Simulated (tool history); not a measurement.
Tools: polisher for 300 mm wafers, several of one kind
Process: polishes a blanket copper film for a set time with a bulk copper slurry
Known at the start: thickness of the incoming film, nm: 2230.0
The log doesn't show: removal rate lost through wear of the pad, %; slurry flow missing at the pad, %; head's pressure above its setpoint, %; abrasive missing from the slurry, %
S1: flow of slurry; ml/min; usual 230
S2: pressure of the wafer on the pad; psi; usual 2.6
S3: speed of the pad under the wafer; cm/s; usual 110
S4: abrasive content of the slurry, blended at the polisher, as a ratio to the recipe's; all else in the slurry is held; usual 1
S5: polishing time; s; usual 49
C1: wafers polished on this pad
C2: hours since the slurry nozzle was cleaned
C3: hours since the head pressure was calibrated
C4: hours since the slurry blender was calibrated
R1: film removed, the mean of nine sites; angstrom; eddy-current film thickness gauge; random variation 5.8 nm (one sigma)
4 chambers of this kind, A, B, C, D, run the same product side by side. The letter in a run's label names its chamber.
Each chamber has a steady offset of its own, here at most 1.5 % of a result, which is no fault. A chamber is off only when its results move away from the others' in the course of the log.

run   hour   S1   S2   S3    S4  S5    C1     C2      C3     C4      R1
 1A    8.6  230  2.6  110     1  49   931  178.2   240.4  217.9  5106.5
       9.7  -- chamber A: worn pad replaced by a new one
 2D   15.5  230  2.6  110     1  49   762  115.2   106.2   71.6  5138.8
 3B   21.5  230  2.6  110     1  49   637  232.9   173.7  186.5  4944.4
 4C   33.1  230  2.6  110     1  49   731  433.8   964.5   38.3  5067.7
 5A   38.6  230  2.6  110     1  49   180  208.2   270.4  247.9  5080.4
 6C     48  230  2.6  110     1  49   824  448.7   979.4   53.2    4948
 7B     58  230  2.6  110     1  49   865  269.4   210.2    223  4978.2
 8D   70.4  230  2.6  110     1  49  1105  170.1   161.1  126.5  5073.1
      72.8  -- chamber D: worn pad replaced by a new one
      73.1  -- chamber D: slurry blender recalibrated
      74.5  -- chamber C: worn pad replaced by a new one
      74.5  -- chamber A: slurry nozzle cleaned
 9C   82.5  230  2.6  110     1  49    50  483.2  1013.9   87.7  4973.5
10A   89.3  230  2.6  110     1  49   497   14.9   321.1  298.6  5118.6
      90.1  -- chamber B: worn pad replaced by a new one
11D  100.5  230  2.6  110     1  49   172  200.2   191.2   27.5  4923.3
     111.7  -- chamber C: slurry blender recalibrated
12B  112.9  230  2.6  110     1  49   142  324.3   265.1  277.9  4999.5
13C  119.2  230  2.6  110     1  49   279  519.9  1050.6    7.5  5047.4
14B  127.9  230  2.6  110     1  49   236  339.3   280.1  292.9  4983.9
15A  134.7  230  2.6  110     1  49   780   60.3   366.5    344  5049.2
16D  142.9  230  2.6  110     1  49   437  242.6   233.6   69.9  5092.4
     149.9  -- chamber B: slurry blender recalibrated
17A  153.2  230  2.6  110     1  49   895   78.8     385  362.5  5021.4
     153.7  -- chamber A: slurry blender recalibrated
18C  165.8  230  2.6  110     1  49   570  566.5  1097.2   54.1    4981
19B    173  230  2.6  110     1  49   517  384.4   325.2   23.1  5160.5
     180.7  -- chamber A: worn pad replaced by a new one
20D    185  230  2.6  110     1  49   699  284.7   275.7    112  5067.2
21C  191.4  230  2.6  110     1  49   729  592.1  1122.8   79.7  4982.2
22D  197.5  230  2.6  110     1  49   777  297.2   288.2  124.5  5025.6
23A  206.8  230  2.6  110     1  49   163  132.4   438.6   53.2  5137.6
     212.4  -- chamber C: worn pad replaced by a new one
24B  214.7  230  2.6  110     1  49   777  426.1   366.9   64.8  5044.2
     219.2  -- chamber D: slurry blender recalibrated
25D    226  230  2.6  110     1  49   955  325.7   316.7    6.9  5058.9
     226.3  -- chamber C: slurry blender recalibrated
26B  232.7  230  2.6  110     1  49   889  444.1   384.9   82.8  5252.8
     240.1  -- chamber D: worn pad replaced by a new one
27A  245.2  230  2.6  110     1  49   402  170.8     477   91.6  5101.6
     253.6  -- chamber C: slurry nozzle cleaned
28C  256.5  230  2.6  110   1.1  49   275    2.9  1187.9   30.2  5182.4
29D  267.9  230  2.6  110   1.1  49   173  367.6   358.6   48.8  5239.8
30C  274.3  230  2.6  110   1.1  49   386   20.7  1205.7     48  5205.5
       281  -- chamber B: worn pad replaced by a new one
31B  286.4  230  2.6  110   1.1  49    33  497.8   438.6  136.5  5388.5
32A  295.5  230  2.6  110  0.85  36   716  221.1   527.3  141.9  3528.2
     300.5  -- chamber A: slurry nozzle cleaned
33C  306.4  230  2.6  110  0.85  36   586   52.8  1237.8   80.1  3588.3
34A  317.6  230  2.6  110  0.85  36   854   17.2   549.4    164  3541.1
     319.3  -- chamber A: worn pad replaced by a new one
35B  328.6  230  2.6  110  0.85  36   296    540   480.8  178.7    3815
     334.1  -- chamber D: slurry nozzle cleaned
36D  335.4  230  2.6  110     1  49   594    1.3   426.1  116.3  5076.8
     341.4  -- chamber C: slurry blender recalibrated
37D  344.9  230  2.6  110     1  49   654   10.8   435.6  125.8  5025.3
38A  356.1  230  2.6  110     1  49   229   55.7   587.9  202.5  5075.6
39B  363.7  230  2.6  110     1  49   515  575.1   515.9  213.8  5487.1
     370.9  -- chamber C: head pressure recalibrated
40C  374.8  230  2.6  110     1  49  1013  121.2     3.9   33.4  4975.6
41A    385  230  2.6  110     1  49   410   84.6   616.8  231.4  5033.6
     385.8  -- chamber D: slurry blender recalibrated
     394.1  -- chamber D: worn pad replaced by a new one
42D  397.5  230  2.6  110   0.8  49    21   63.4   488.2   11.7  4812.6

Next, every chamber runs the same settings. What will each give?
43A  406.6  230  2.6  110   1  49                   ?
43B  406.6  230  2.6  110   1  49                   ?
43C  406.6  230  2.6  110   1  49                   ?
43D  406.6  230  2.6  110   1  49                   ?

run      R1
43A  5081.1
43B  5585.2
43C  4977.5
43D  5079.2

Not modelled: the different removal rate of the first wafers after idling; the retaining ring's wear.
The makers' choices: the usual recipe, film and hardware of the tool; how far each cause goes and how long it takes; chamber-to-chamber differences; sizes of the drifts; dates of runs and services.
